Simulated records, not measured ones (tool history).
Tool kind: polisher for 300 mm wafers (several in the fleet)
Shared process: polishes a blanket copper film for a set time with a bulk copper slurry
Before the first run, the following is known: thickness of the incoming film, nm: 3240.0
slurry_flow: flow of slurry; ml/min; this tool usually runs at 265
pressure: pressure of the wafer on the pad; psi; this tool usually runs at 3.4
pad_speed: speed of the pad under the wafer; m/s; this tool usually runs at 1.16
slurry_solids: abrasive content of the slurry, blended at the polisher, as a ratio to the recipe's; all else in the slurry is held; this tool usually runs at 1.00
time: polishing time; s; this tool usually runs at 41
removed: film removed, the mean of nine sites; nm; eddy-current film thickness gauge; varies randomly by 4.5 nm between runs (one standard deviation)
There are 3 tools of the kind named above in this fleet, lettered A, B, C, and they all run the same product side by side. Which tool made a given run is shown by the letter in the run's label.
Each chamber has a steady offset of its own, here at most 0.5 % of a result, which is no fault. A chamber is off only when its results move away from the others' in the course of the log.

run,day,slurry_flow,pressure,pad_speed,slurry_solids,time,removed
# day 0.300: chamber B: slurry blender recalibrated
1B,0.433,265,3.4,1.16,1.00,41,505.62
2C,0.804,265,3.4,1.16,1.00,41,492.84
3A,1.062,265,3.4,1.16,1.00,41,496.32
# day 1.233: chamber A: slurry blender recalibrated
# day 1.371: chamber A: worn pad replaced by a new one
4A,1.525,265,3.4,1.16,1.00,41,500.74
5C,1.879,265,3.4,1.16,1.00,41,496.34
# day 2.150: chamber C: worn pad replaced by a new one
6B,2.304,265,3.4,1.16,1.00,41,497.35
7B,2.596,265,3.4,1.16,1.00,41,494.83
8A,2.850,265,3.4,1.16,1.00,41,491.97
9C,3.117,265,3.4,1.16,1.00,41,487.67
10C,3.400,265,3.4,1.16,1.00,41,494.92
11B,3.642,265,3.4,1.36,0.85,41,556.38
# day 3.788: chamber A: worn pad replaced by a new one
12A,3.862,265,3.4,1.36,0.85,41,559.64
# day 4.208: chamber B: worn pad replaced by a new one
13B,4.250,265,3.4,1.36,0.85,41,564.13
# day 4.317: chamber C: worn pad replaced by a new one
14C,4.742,265,3.4,1.16,1.00,41,494.01
15A,4.979,265,3.4,1.16,1.00,41,495.33
16A,5.208,265,3.4,1.16,1.00,41,491.67
17C,5.429,265,3.4,1.16,1.00,41,497.44
18B,5.783,265,3.4,1.16,1.00,41,492.66
# day 5.804: chamber B: slurry nozzle cleaned
19B,6.146,265,3.4,1.16,1.00,41,500.77
# day 6.271: chamber A: worn pad replaced by a new one
20A,6.583,265,3.4,1.16,1.00,41,494.51
# day 6.854: chamber C: worn pad replaced by a new one
21C,6.967,265,3.4,1.16,1.00,41,505.82
22C,7.317,265,3.4,1.16,1.00,41,506.86
23A,7.688,265,3.4,1.16,1.00,41,491.83
# day 7.758: chamber A: slurry blender recalibrated
24B,8.150,210,2.2,1.16,1.00,41,309.83
# day 8.442: chamber A: worn pad replaced by a new one
25C,8.517,210,2.2,1.16,1.00,41,319.20
# day 8.592: chamber B: worn pad replaced by a new one
26B,8.750,210,2.2,1.16,1.00,41,307.77
27A,9.054,265,3.4,1.16,1.00,41,497.97
# day 9.275: chamber C: worn pad replaced by a new one
28B,9.458,265,3.4,1.16,1.00,41,497.29
# day 9.650: chamber B: slurry blender recalibrated
29C,9.683,265,3.4,1.16,1.00,41,514.82
30A,10.108,265,3.4,1.16,1.00,41,497.44
31A,10.400,265,3.4,1.16,1.00,41,490.39
32C,10.912,265,3.4,1.16,1.00,41,538.69
# day 11.329: chamber A: worn pad replaced by a new one
33B,11.375,265,3.4,1.16,1.00,41,501.95
# day 11.529: chamber C: worn pad replaced by a new one
# day 11.783: chamber C: slurry blender recalibrated
34B,11.854,265,3.4,1.16,1.00,41,496.99
35C,12.242,265,3.4,1.16,1.00,41,549.67
36A,12.517,265,3.4,1.16,1.00,41,493.45

All 3 chambers run these settings next. Forecast each chamber's results:
37A,12.883,205,3.4,1.16,1.00,41,?
37B,12.883,205,3.4,1.16,1.00,41,?
37C,12.883,205,3.4,1.16,1.00,41,?

run,removed
37A,483.01
37B,491.92
37C,523.35
